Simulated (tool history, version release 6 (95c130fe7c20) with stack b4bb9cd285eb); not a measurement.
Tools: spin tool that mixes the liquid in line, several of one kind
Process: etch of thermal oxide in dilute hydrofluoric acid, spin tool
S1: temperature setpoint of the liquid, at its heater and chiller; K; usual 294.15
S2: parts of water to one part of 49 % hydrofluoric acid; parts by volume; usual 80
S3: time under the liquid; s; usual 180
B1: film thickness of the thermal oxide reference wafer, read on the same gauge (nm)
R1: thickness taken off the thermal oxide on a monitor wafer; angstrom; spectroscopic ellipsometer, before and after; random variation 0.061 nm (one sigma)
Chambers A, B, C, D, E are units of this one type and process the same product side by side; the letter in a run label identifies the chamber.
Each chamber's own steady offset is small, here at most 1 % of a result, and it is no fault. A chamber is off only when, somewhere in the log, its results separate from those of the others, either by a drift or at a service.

run   hour      S1  S2   S3      B1      R1
 1E    3.1  294.15  80  180  139.99   97.13
 2A    7.1  294.15  80  180  139.99  97.054
 3D   13.3  294.15  80  180  139.97  98.316
 4B   19.6  294.15  80  180  139.99  95.768
 5C   25.8  294.15  80  180     140  96.583
 6E   29.8  294.15  80  180  139.99   96.56
 7D   35.7  294.15  80  180     140  99.091
 8C   39.1  294.15  80  180  139.98  97.483
 9B   42.8  294.15  65  255     140  169.53
10A   47.8  294.15  65  255  139.98  171.81
11B   54.1  294.15  65  255  140.04  170.34
12D   58.1  294.15  65  255  140.05  174.43
13E   61.5  294.15  65  255  140.02  170.88
14A     65  294.15  80  180  139.99  95.529
15C   68.6  294.15  80  180  140.02  96.679
16E     75  294.15  80  180  140.02  97.932
17D   81.9  294.15  80  180  139.98  97.591
18C     85  294.15  80  180  140.01  97.393
19B   90.8  291.65  80  220  140.01  106.22
20A   97.3  291.65  80  220  140.04  107.95
21B    101  291.65  80  220     140  106.35
22A  105.8  291.65  80  220  140.03  104.96
23E  112.7  291.65  80  220  139.99  108.61
24C  117.9  294.15  80  180  140.01   97.29
25D  123.3  294.15  80  180  140.03  96.736
26C  129.5  294.15  80  180  139.99  96.093
27A  134.1  297.65  80  125  140.01  76.461
28B  137.7  297.65  80  125  139.99  76.553
29D  144.1  297.65  80  125  139.99  77.615
30E    150  297.65  80  125  139.98  81.092
31B  154.4  297.65  80  125  140.01  77.106
32D  158.6  294.15  80  180     140  97.863
33E    162  294.15  80  180  139.99   100.6
34A    165  294.15  80  180  139.99  95.527
35C  169.8  294.15  80  180  139.98  96.455
36B  172.9  294.15  80  180  140.03  96.253
37D  178.7  294.15  80  180  139.96  98.125
38E  184.6  294.15  80  250  140.01  141.73
39A  190.9  294.15  80  250  140.02  135.42
40C  197.5  294.15  80  250  139.98  135.32
41E  201.4  294.15  80  250  140.01  142.96

All 5 chambers run these settings next. Forecast each chamber's results:
42A  206.4  294.15  80  120       ?
42B  206.4  294.15  80  120       ?
42C  206.4  294.15  80  120       ?
42D  206.4  294.15  80  120       ?
42E  206.4  294.15  80  120       ?

run      R1
42A  64.606
42B  64.146
42C  64.791
42D  65.615
42E  68.974
